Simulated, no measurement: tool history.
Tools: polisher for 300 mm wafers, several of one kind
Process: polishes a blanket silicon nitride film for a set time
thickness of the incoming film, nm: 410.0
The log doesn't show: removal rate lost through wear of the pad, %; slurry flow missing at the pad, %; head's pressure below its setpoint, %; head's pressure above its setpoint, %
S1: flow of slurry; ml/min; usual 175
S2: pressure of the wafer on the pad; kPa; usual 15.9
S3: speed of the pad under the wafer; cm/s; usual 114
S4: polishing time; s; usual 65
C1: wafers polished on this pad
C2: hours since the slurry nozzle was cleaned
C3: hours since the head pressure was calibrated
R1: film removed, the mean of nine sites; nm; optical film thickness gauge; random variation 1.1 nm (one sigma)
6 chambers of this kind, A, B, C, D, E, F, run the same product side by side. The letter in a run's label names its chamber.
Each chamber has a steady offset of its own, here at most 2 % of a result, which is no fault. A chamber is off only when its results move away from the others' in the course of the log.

At day 0.162: chamber A: worn pad replaced by a new one.
Run 1A, day 0.183: usual settings; C1 7; C2 402.7; C3 357.0. Result: R1 101.740 nm.
Run 2C, day 0.321: usual settings; C1 479; C2 586.8; C3 71.2. Result: R1 99.382 nm.
At day 0.496: chamber D: slurry nozzle cleaned.
Run 3D, day 0.512: usual settings; C1 1252; C2 0.5; C3 238.4. Result: R1 97.108 nm.
Run 4B, day 0.600: usual settings; C1 948; C2 178.1; C3 1107.6. Result: R1 97.458 nm.
Run 5F, day 0.758: usual settings; C1 964; C2 283.2; C3 136.3. Result: R1 98.392 nm.
Run 6E, day 0.925: usual settings; C1 433; C2 101.1; C3 1077.4. Result: R1 97.070 nm.
At day 1.062: chamber F: worn pad replaced by a new one.
Run 7A, day 1.083: usual settings; C1 305; C2 424.3; C3 378.6. Result: R1 100.770 nm.
At day 1.112: chamber E: worn pad replaced by a new one.
At day 1.162: chamber D: worn pad replaced by a new one.
Run 8D, day 1.279: usual settings; C1 39; C2 18.9; C3 256.8. Result: R1 98.555 nm.
Run 9E, day 1.442: usual settings; C1 110; C2 113.5; C3 1089.8. Result: R1 98.668 nm.
Run 10B, day 1.533: usual settings but S3 146 cm/s; C1 1257; C2 200.5; C3 1130.0. Result: R1 118.940 nm.
Run 11F, day 1.708: usual settings but S3 146 cm/s; C1 214; C2 306.0; C3 159.1. Result: R1 123.320 nm.
Run 12C, day 1.875: usual settings but S3 146 cm/s; C1 993; C2 624.1; C3 108.5. Result: R1 123.250 nm.
At day 2.033: chamber C: worn pad replaced by a new one.
Run 13E, day 2.042: usual settings but S3 146 cm/s; C1 308; C2 127.9; C3 1104.2. Result: R1 118.660 nm.
At day 2.133: chamber A: slurry nozzle cleaned.
Run 14C, day 2.196: usual settings but S3 146 cm/s; C1 54; C2 631.8; C3 116.2. Result: R1 122.440 nm.
Run 15F, day 2.375: usual settings but S3 146 cm/s; C1 435; C2 322.0; C3 175.1. Result: R1 121.410 nm.
Run 16A, day 2.529: usual settings; C1 784; C2 9.5; C3 413.3. Result: R1 99.708 nm.
Run 17D, day 2.683: usual settings; C1 503; C2 52.6; C3 290.5. Result: R1 99.844 nm.
At day 2.779: chamber E: worn pad replaced by a new one.
Run 18B, day 2.804: usual settings; C1 1677; C2 231.0; C3 1160.5. Result: R1 99.030 nm.
At day 2.838: chamber B: worn pad replaced by a new one.
Run 19C, day 2.896: usual settings; C1 286; C2 648.6; C3 133.0. Result: R1 97.438 nm.
Run 20F, day 2.983: usual settings; C1 636; C2 336.6; C3 189.7. Result: R1 96.684 nm.
Run 21D, day 3.071: usual settings; C1 631; C2 61.9; C3 299.8. Result: R1 96.796 nm.
Run 22E, day 3.221: usual settings; C1 146; C2 156.2; C3 1132.5. Result: R1 98.063 nm.
Run 23A, day 3.379: usual settings; C1 1065; C2 29.9; C3 433.7. Result: R1 99.126 nm.
Run 24B, day 3.488: usual settings; C1 216; C2 247.4; C3 1176.9. Result: R1 96.133 nm.
Run 25F, day 3.642: usual settings; C1 854; C2 352.4; C3 205.5. Result: R1 97.895 nm.
Run 26C, day 3.788: usual settings but S3 84 cm/s; C1 581; C2 670.0; C3 154.4. Result: R1 77.411 nm.
Run 27D, day 3.917: usual settings but S3 84 cm/s; C1 911; C2 82.2; C3 320.1. Result: R1 77.292 nm.
Run 28E, day 4.012: usual settings but S3 84 cm/s; C1 408; C2 175.2; C3 1151.5. Result: R1 77.519 nm.
At day 4.096: chamber A: worn pad replaced by a new one.
Run 29A, day 4.171: usual settings but S3 84 cm/s; C1 25; C2 48.9; C3 452.7. Result: R1 76.830 nm.
At day 4.233: chamber F: worn pad replaced by a new one.
At day 4.238: chamber E: worn pad replaced by a new one.
Run 30B, day 4.358: usual settings but S3 84 cm/s; C1 504; C2 268.3; C3 1197.8. Result: R1 74.610 nm.
Run 31F, day 4.533: usual settings but S3 84 cm/s; C1 99; C2 373.8; C3 226.9. Result: R1 77.420 nm.
Run 32D, day 4.671: usual settings; C1 1161; C2 100.3; C3 338.2. Result: R1 97.277 nm.
At day 4.717: chamber D: worn pad replaced by a new one.
Run 33E, day 4.858: usual settings; C1 205; C2 195.5; C3 1171.8. Result: R1 97.454 nm.
At day 4.954: chamber F: slurry nozzle cleaned.
Run 34B, day 5.054: usual settings; C1 734; C2 285.0; C3 1214.5. Result: R1 99.187 nm.
At day 5.100: chamber C: worn pad replaced by a new one.
Run 35C, day 5.142: usual settings; C1 13; C2 702.5; C3 186.9. Result: R1 99.175 nm.
Run 36A, day 5.271: usual settings; C1 389; C2 75.3; C3 479.1. Result: R1 101.650 nm.
Run 37B, day 5.379: usual settings; C1 842; C2 292.8; C3 1222.3. Result: R1 98.264 nm.
Run 38F, day 5.567: usual settings; C1 441; C2 14.8; C3 251.7. Result: R1 98.912 nm.
Run 39D, day 5.662: usual settings but S1 225 ml/min; C1 314; C2 124.1; C3 362.0. Result: R1 102.780 nm.
Run 40C, day 5.762: usual settings but S1 225 ml/min; C1 219; C2 717.4; C3 201.8. Result: R1 103.090 nm.
Run 41A, day 5.896: usual settings but S1 225 ml/min; C1 596; C2 90.3; C3 494.1. Result: R1 104.230 nm.

Is one chamber off against the others, does the gauge drift, or is nothing wrong? If a chamber is off, say which, and what the likeliest cause is.

No chamber stands off beyond its own small offset, and the gauge holds steady.
